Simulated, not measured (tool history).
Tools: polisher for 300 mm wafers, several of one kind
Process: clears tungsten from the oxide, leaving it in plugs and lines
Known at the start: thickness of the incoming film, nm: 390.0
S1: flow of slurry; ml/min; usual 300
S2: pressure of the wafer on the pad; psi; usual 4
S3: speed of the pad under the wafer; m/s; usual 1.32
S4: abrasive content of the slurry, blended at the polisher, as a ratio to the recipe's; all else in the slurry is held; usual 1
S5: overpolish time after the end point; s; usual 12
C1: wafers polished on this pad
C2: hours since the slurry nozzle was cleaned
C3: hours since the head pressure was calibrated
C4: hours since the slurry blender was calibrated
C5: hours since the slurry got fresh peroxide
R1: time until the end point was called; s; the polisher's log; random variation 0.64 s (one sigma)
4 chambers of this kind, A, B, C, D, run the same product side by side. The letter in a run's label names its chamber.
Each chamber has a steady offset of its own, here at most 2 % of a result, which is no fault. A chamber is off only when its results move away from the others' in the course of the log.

{"run": "1A", "hour": 6.5, "S1": 300, "S2": 4, "S3": 1.32, "S4": 1, "S5": 12, "C1": 294, "C2": 316.3, "C3": 820.5, "C4": 42.9, "C5": 44.3, "R1": 56.305}
{"hour": 10.4, "done": "chamber A: slurry nozzle cleaned"}
{"run": "2B", "hour": 14.1, "S1": 300, "S2": 4, "S3": 1.32, "S4": 1, "S5": 12, "C1": 939, "C2": 225.5, "C3": 558.2, "C4": 461.3, "C5": 53.5, "R1": 56.351}
{"run": "3C", "hour": 19.5, "S1": 300, "S2": 4, "S3": 1.32, "S4": 1, "S5": 12, "C1": 505, "C2": 317.7, "C3": 664.8, "C4": 198, "C5": 81.2, "R1": 57.361}
{"hour": 23.2, "done": "chamber B: slurry blender recalibrated"}
{"hour": 23.3, "done": "chamber D: worn pad replaced by a new one"}
{"hour": 23.5, "done": "chamber C: worn pad replaced by a new one"}
{"run": "4D", "hour": 26.1, "S1": 300, "S2": 4, "S3": 1.32, "S4": 1, "S5": 12, "C1": 33, "C2": 242, "C3": 756.6, "C4": 365.8, "C5": 86.9, "R1": 56.088}
{"hour": 29.7, "done": "chamber A: worn pad replaced by a new one"}
{"run": "5B", "hour": 31.1, "S1": 300, "S2": 4, "S3": 1.32, "S4": 1, "S5": 12, "C1": 1141, "C2": 242.5, "C3": 575.2, "C4": 8, "C5": 70.5, "R1": 55.823}
{"hour": 35.4, "done": "chamber C: slurry tank refilled with fresh slurry and peroxide"}
{"run": "6A", "hour": 35.4, "S1": 300, "S2": 4, "S3": 1.32, "S4": 1, "S5": 12, "C1": 68, "C2": 25, "C3": 849.4, "C4": 71.8, "C5": 73.2, "R1": 55.047}
{"run": "7C", "hour": 40.6, "S1": 300, "S2": 4, "S3": 1.32, "S4": 1, "S5": 12, "C1": 203, "C2": 338.8, "C3": 685.9, "C4": 219.1, "C5": 5.2, "R1": 55.796}
{"hour": 44.2, "done": "chamber D: slurry tank refilled with fresh slurry and peroxide"}
{"run": "8D", "hour": 46.1, "S1": 300, "S2": 4, "S3": 1.32, "S4": 1, "S5": 12, "C1": 271, "C2": 262, "C3": 776.6, "C4": 385.8, "C5": 2, "R1": 57.895}
{"run": "9C", "hour": 52.8, "S1": 300, "S2": 4, "S3": 1.32, "S4": 1, "S5": 12, "C1": 348, "C2": 351, "C3": 698.1, "C4": 231.3, "C5": 17.4, "R1": 56.284}
{"run": "10B", "hour": 57.1, "S1": 300, "S2": 4, "S3": 1.32, "S4": 1, "S5": 12, "C1": 1450, "C2": 268.5, "C3": 601.2, "C4": 34, "C5": 96.5, "R1": 56.543}
{"hour": 61.6, "done": "chamber C: worn pad replaced by a new one"}
{"run": "11A", "hour": 62.3, "S1": 300, "S2": 4, "S3": 1.32, "S4": 1, "S5": 9, "C1": 387, "C2": 51.9, "C3": 876.3, "C4": 98.7, "C5": 100.1, "R1": 55.771}
{"hour": 62.4, "done": "chamber B: worn pad replaced by a new one"}
{"run": "12D", "hour": 65.7, "S1": 300, "S2": 4, "S3": 1.32, "S4": 1, "S5": 9, "C1": 504, "C2": 281.6, "C3": 796.2, "C4": 405.4, "C5": 21.6, "R1": 56.636}
{"run": "13B", "hour": 71.4, "S1": 300, "S2": 4, "S3": 1.32, "S4": 1, "S5": 9, "C1": 108, "C2": 282.8, "C3": 615.5, "C4": 48.3, "C5": 110.8, "R1": 55.78}
{"run": "14A", "hour": 76.0, "S1": 300, "S2": 4, "S3": 1.32, "S4": 1, "S5": 9, "C1": 550, "C2": 65.6, "C3": 890, "C4": 112.4, "C5": 113.8, "R1": 56.105}
{"run": "15C", "hour": 79.7, "S1": 300, "S2": 4, "S3": 1.32, "S4": 1, "S5": 12, "C1": 215, "C2": 377.9, "C3": 725, "C4": 258.2, "C5": 44.3, "R1": 56.979}
{"hour": 83.5, "done": "chamber A: worn pad replaced by a new one"}
{"run": "16D", "hour": 84.7, "S1": 300, "S2": 4, "S3": 1.74, "S4": 1, "S5": 16, "C1": 730, "C2": 300.6, "C3": 815.2, "C4": 424.4, "C5": 40.6, "R1": 43.498}
{"run": "17A", "hour": 89.6, "S1": 300, "S2": 4, "S3": 1.74, "S4": 1, "S5": 16, "C1": 72, "C2": 79.2, "C3": 903.6, "C4": 126, "C5": 127.4, "R1": 42.544}
{"hour": 92.8, "done": "chamber D: slurry nozzle cleaned"}
{"hour": 93.8, "done": "chamber D: slurry blender recalibrated"}
{"run": "18B", "hour": 97.2, "S1": 300, "S2": 4, "S3": 1.74, "S4": 1, "S5": 16, "C1": 414, "C2": 308.6, "C3": 641.3, "C4": 74.1, "C5": 136.6, "R1": 44.008}
{"run": "19C", "hour": 101.4, "S1": 300, "S2": 4, "S3": 1.74, "S4": 1, "S5": 16, "C1": 473, "C2": 399.6, "C3": 746.7, "C4": 279.9, "C5": 66, "R1": 42.818}
{"run": "20D", "hour": 108.7, "S1": 300, "S2": 4, "S3": 1.32, "S4": 1, "S5": 12, "C1": 1016, "C2": 15.9, "C3": 839.2, "C4": 15, "C5": 64.6, "R1": 56.728}
{"hour": 109.5, "done": "chamber C: worn pad replaced by a new one"}
{"run": "21B", "hour": 113.3, "S1": 400, "S2": 4, "S3": 1.32, "S4": 1, "S5": 12, "C1": 606, "C2": 324.7, "C3": 657.4, "C4": 90.2, "C5": 152.7, "R1": 56.435}
{"hour": 117.7, "done": "chamber C: slurry blender recalibrated"}
{"run": "22A", "hour": 119.8, "S1": 400, "S2": 4, "S3": 1.32, "S4": 1, "S5": 12, "C1": 431, "C2": 109.4, "C3": 933.8, "C4": 156.2, "C5": 157.6, "R1": 54.847}
{"run": "23C", "hour": 125.3, "S1": 400, "S2": 4, "S3": 1.32, "S4": 1, "S5": 12, "C1": 188, "C2": 423.5, "C3": 770.6, "C4": 7.7, "C5": 89.9, "R1": 56.334}
{"hour": 125.5, "done": "chamber C: slurry tank refilled with fresh slurry and peroxide"}
{"hour": 131.7, "done": "chamber A: worn pad replaced by a new one"}
{"run": "24D", "hour": 132.0, "S1": 400, "S2": 4, "S3": 1.32, "S4": 1, "S5": 12, "C1": 1293, "C2": 39.2, "C3": 862.5, "C4": 38.3, "C5": 87.9, "R1": 57.116}
{"run": "25C", "hour": 136.6, "S1": 300, "S2": 4, "S3": 1.56, "S4": 1, "S5": 12, "C1": 323, "C2": 434.8, "C3": 781.9, "C4": 19, "C5": 11.1, "R1": 47.905}
{"hour": 141.2, "done": "chamber A: slurry tank refilled with fresh slurry and peroxide"}
{"run": "26B", "hour": 141.8, "S1": 300, "S2": 4, "S3": 1.56, "S4": 1, "S5": 12, "C1": 945, "C2": 353.2, "C3": 685.9, "C4": 118.7, "C5": 181.2, "R1": 52.03}
{"run": "27A", "hour": 146.9, "S1": 300, "S2": 4, "S3": 1.56, "S4": 1, "S5": 12, "C1": 181, "C2": 136.5, "C3": 960.9, "C4": 183.3, "C5": 5.7, "R1": 47.356}
{"run": "28D", "hour": 151.8, "S1": 300, "S2": 4, "S3": 1.56, "S4": 1, "S5": 12, "C1": 1528, "C2": 59, "C3": 882.3, "C4": 58.1, "C5": 107.7, "R1": 48.22}
{"hour": 154.3, "done": "chamber C: worn pad replaced by a new one"}
{"hour": 155.1, "done": "chamber C: head pressure recalibrated"}
{"hour": 156.0, "done": "chamber D: worn pad replaced by a new one"}
{"run": "29D", "hour": 156.4, "S1": 300, "S2": 4, "S3": 1.32, "S4": 1, "S5": 12, "C1": 5, "C2": 63.6, "C3": 886.9, "C4": 62.7, "C5": 112.3, "R1": 57.376}
{"hour": 161.9, "done": "chamber D: slurry tank refilled with fresh slurry and peroxide"}
{"run": "30A", "hour": 163.4, "S1": 300, "S2": 4, "S3": 1.32, "S4": 1, "S5": 12, "C1": 377, "C2": 153, "C3": 977.4, "C4": 199.8, "C5": 22.2, "R1": 55.641}
{"run": "31C", "hour": 166.8, "S1": 300, "S2": 4, "S3": 1.32, "S4": 1, "S5": 12, "C1": 149, "C2": 465, "C3": 11.8, "C4": 49.2, "C5": 41.3, "R1": 57.243}
{"run": "32B", "hour": 171.0, "S1": 300, "S2": 4, "S3": 1.32, "S4": 1, "S5": 12, "C1": 1292, "C2": 382.4, "C3": 715.1, "C4": 147.9, "C5": 210.4, "R1": 63.39}
{"run": "33B", "hour": 176.9, "S1": 300, "S2": 4, "S3": 1.32, "S4": 1, "S5": 12, "C1": 1362, "C2": 388.3, "C3": 721, "C4": 153.8, "C5": 216.3, "R1": 62.728}
{"hour": 180.7, "done": "chamber A: worn pad replaced by a new one"}
{"run": "34A", "hour": 183.1, "S1": 300, "S2": 4, "S3": 1.32, "S4": 1, "S5": 12, "C1": 29, "C2": 172.7, "C3": 997.1, "C4": 219.5, "C5": 41.9, "R1": 55.737}
{"run": "35C", "hour": 186.7, "S1": 300, "S2": 4, "S3": 1.32, "S4": 1, "S5": 12, "C1": 386, "C2": 484.9, "C3": 31.7, "C4": 69.1, "C5": 61.2, "R1": 56.379}
{"hour": 188.8, "done": "chamber B: worn pad replaced by a new one"}
{"run": "36D", "hour": 191.6, "S1": 300, "S2": 4, "S3": 1.32, "S4": 1, "S5": 12, "C1": 424, "C2": 98.8, "C3": 922.1, "C4": 97.9, "C5": 29.8, "R1": 57.129}
{"hour": 195.0, "done": "chamber C: worn pad replaced by a new one"}
{"run": "37A", "hour": 196.8, "S1": 300, "S2": 4, "S3": 1.32, "S4": 1, "S5": 12, "C1": 192, "C2": 186.4, "C3": 1010.8, "C4": 233.2, "C5": 55.6, "R1": 56.066}
{"run": "38C", "hour": 204.4, "S1": 300, "S2": 4, "S3": 1.32, "S4": 1, "S5": 12, "C1": 112, "C2": 502.6, "C3": 49.4, "C4": 86.8, "C5": 78.9, "R1": 56.254}
{"run": "39B", "hour": 209.5, "S1": 300, "S2": 4, "S3": 1.32, "S4": 1, "S5": 12, "C1": 247, "C2": 420.9, "C3": 753.6, "C4": 186.4, "C5": 248.9, "R1": 66.713}

All 4 chambers run these settings next. Forecast each chamber's results:
{"run": "40A", "hour": 215.0, "S1": 300, "S2": 4, "S3": 1.32, "S4": 1, "S5": 12, "R1": "?"}
{"run": "40B", "hour": 215.0, "S1": 300, "S2": 4, "S3": 1.32, "S4": 1, "S5": 12, "R1": "?"}
{"run": "40C", "hour": 215.0, "S1": 300, "S2": 4, "S3": 1.32, "S4": 1, "S5": 12, "R1": "?"}
{"run": "40D", "hour": 215.0, "S1": 300, "S2": 4, "S3": 1.32, "S4": 1, "S5": 12, "R1": "?"}

run=40A R1=55.269
run=40B R1=64.954
run=40C R1=56.77
run=40D R1=57.67
